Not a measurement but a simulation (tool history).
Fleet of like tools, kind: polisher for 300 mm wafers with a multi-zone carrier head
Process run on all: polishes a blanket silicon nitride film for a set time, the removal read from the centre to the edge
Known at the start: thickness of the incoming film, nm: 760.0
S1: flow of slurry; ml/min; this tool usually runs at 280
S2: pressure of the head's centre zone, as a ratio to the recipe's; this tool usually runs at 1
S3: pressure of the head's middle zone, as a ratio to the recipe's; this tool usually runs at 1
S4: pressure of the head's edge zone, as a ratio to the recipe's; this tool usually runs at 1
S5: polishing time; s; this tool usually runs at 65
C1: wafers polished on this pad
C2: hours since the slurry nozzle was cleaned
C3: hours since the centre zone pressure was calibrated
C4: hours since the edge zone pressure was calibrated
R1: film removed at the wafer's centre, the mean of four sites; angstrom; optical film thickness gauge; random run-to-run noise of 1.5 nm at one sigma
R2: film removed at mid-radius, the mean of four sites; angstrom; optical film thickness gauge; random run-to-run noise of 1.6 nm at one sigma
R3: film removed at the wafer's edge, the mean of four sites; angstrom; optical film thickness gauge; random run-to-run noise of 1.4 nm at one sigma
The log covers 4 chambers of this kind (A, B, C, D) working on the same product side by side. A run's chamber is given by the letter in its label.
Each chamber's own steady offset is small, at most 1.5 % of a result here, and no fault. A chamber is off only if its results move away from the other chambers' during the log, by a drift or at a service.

run	hour	S1	S2	S3	S4	S5	C1	C2	C3	C4	R1	R2	R3
1C	8.2	280	1	1	1	65	444	689.8	15.8	605.7	1225.1	1232.5	1195.2
2A	14.9	280	1	1	1	65	340	459.1	210.7	515.9	1237.8	1268.9	1220.3
3D	20.8	280	1	1	1	65	388	416.4	907.6	213.9	1241.2	1227.2	1201.9
4B	25	280	1	1	1	65	932	294.1	226.4	1274.3	1246.3	1216.3	1238.3
5A	31.3	280	1	1	1	65	514	475.5	227.1	532.3	1210.1	1213.9	1220.6
6B	36.7	280	1	1	1	65	1056	305.8	238.1	1286	1195.9	1217.2	1235.8
# hour 36.8: chamber C: worn pad replaced by a new one
7C	42.3	280	1	1	1	65	58	723.9	49.9	639.8	1210.2	1182.2	1220.1
# hour 46.8: chamber B: worn pad replaced by a new one
8D	50.9	280	1	1	1	65	707	446.5	937.7	244	1251	1248.9	1233.9
# hour 53.3: chamber D: worn pad replaced by a new one
9D	56.9	280	1	1	1	65	38	452.5	943.7	250	1248.6	1195.1	1207.8
# hour 62.7: chamber A: worn pad replaced by a new one
10B	64	280	1	1	1	65	182	333.1	265.4	1313.3	1230.6	1214	1237.9
# hour 65.3: chamber D: centre zone pressure recalibrated
11A	72.6	280	1	1	1	65	104	516.8	268.4	573.6	1237.7	1232	1223.1
12C	78.2	280	1	1	1	43	438	759.8	85.8	675.7	814.05	814.66	800.65
13D	87	280	1	1	1	43	357	482.6	21.8	280.1	818.75	803.81	806.12
14A	95.2	280	1	1	1	43	344	539.4	291	596.2	802.53	827.65	815.84
# hour 102.2: chamber C: worn pad replaced by a new one
15C	103.5	280	1	1	1	43	14	785.1	111.1	701	816	793.76	829.83
16B	108.7	280	1	1	1	65	655	377.8	310.1	1358	1212.6	1205.4	1254.1
17A	115.5	280	1	1	1	65	559	559.7	311.3	616.5	1234.8	1251.8	1225.2
18D	122.1	280	1	1	1	65	728	517.7	56.9	315.2	1214.8	1226.4	1240.1
# hour 122.5: chamber B: edge zone pressure recalibrated
# hour 126.5: chamber C: slurry nozzle cleaned
19B	129.6	280	1	1	1	65	876	398.7	331	7.2	1223.2	1219.2	1237.3
# hour 129.8: chamber B: slurry nozzle cleaned
# hour 135.3: chamber A: slurry nozzle cleaned
20C	137.4	280	1	1	1	65	373	10.9	145	734.9	1231.1	1217.9	1236
# hour 139.4: chamber D: worn pad replaced by a new one
21B	141.8	280	1	0.88	1	65	1005	12.1	343.2	19.4	1213.4	1065.3	1242.9
# hour 143.6: chamber A: worn pad replaced by a new one
22D	146.4	280	1	0.88	1	65	75	542	81.2	339.5	1211.9	1103.7	1214
23A	153.8	280	1	0.88	1	65	109	18.5	349.6	654.8	1220.7	1088.1	1241.9
# hour 158: chamber C: worn pad replaced by a new one
24C	162.1	280	1	0.88	1	65	44	35.6	169.7	759.6	1243.2	1113.4	1232.8
# hour 162.6: chamber B: worn pad replaced by a new one
25C	167.9	280	1	1	1	65	105	41.4	175.5	765.4	1240.8	1238.7	1224.6
26B	176.7	280	1	1	1	65	149	47	378.1	54.3	1199.3	1235.2	1243.3
27D	184.9	210	1	1	0.89	65	482	580.5	119.7	378	1196.4	1152.3	1144.4
28A	192.7	210	1	1	0.89	65	520	57.4	388.5	693.7	1192.5	1176.5	1118.6
29C	197.6	210	1	1	0.89	65	419	71.1	205.2	795.1	1181.1	1194.9	1124.3
30A	204.9	210	1	1	0.89	65	649	69.6	400.7	705.9	1161	1182.2	1131
31B	211.6	280	1	1	1	65	518	81.9	413	89.2	1208.2	1220.6	1243.4
# hour 212.2: chamber C: worn pad replaced by a new one
# hour 220.2: chamber A: worn pad replaced by a new one
32D	220.6	280	1	1	1	65	860	616.2	155.4	413.7	1238.8	1237.7	1244.5
# hour 225: chamber D: worn pad replaced by a new one
33B	227.8	280	1	1	1	65	690	98.1	429.2	105.4	1203.6	1197.7	1233.6
34C	236.4	280	1	1	1	65	256	109.9	244	833.9	1242	1231.4	1237.1
35A	245.4	365	1	1	0.91	65	267	110.1	441.2	746.4	1276.6	1281.5	1176.5
36D	253.8	365	1	1	0.91	65	305	649.4	188.6	446.9	1266.5	1259.2	1221.5
37A	258.4	365	1	1	0.91	65	405	123.1	454.2	759.4	1242.4	1267.4	1176.6
38B	262.9	365	1	1	0.91	65	1061	133.2	464.3	140.5	1280.5	1235.7	1201.1
# hour 267.4: chamber D: slurry nozzle cleaned
39C	269.6	280	1	1	1	65	608	143.1	277.2	867.1	1227.2	1218.5	1233.3
40D	276.5	280	1	1	1	65	545	9.2	211.3	469.6	1216.5	1223.2	1216.1
# hour 281.5: chamber C: worn pad replaced by a new one
41C	285.4	280	1	1	1	65	41	158.9	293	882.9	1216	1239	1234.6

Read the log: is a single chamber off, either drifting away or since a service, is the gauge that measures every chamber drifting, or is nothing wrong beyond small per-chamber offsets? Name any odd chamber and what most likely caused it.

Neither any chamber nor the gauge drifts; the chambers differ only by their own small, steady offsets.
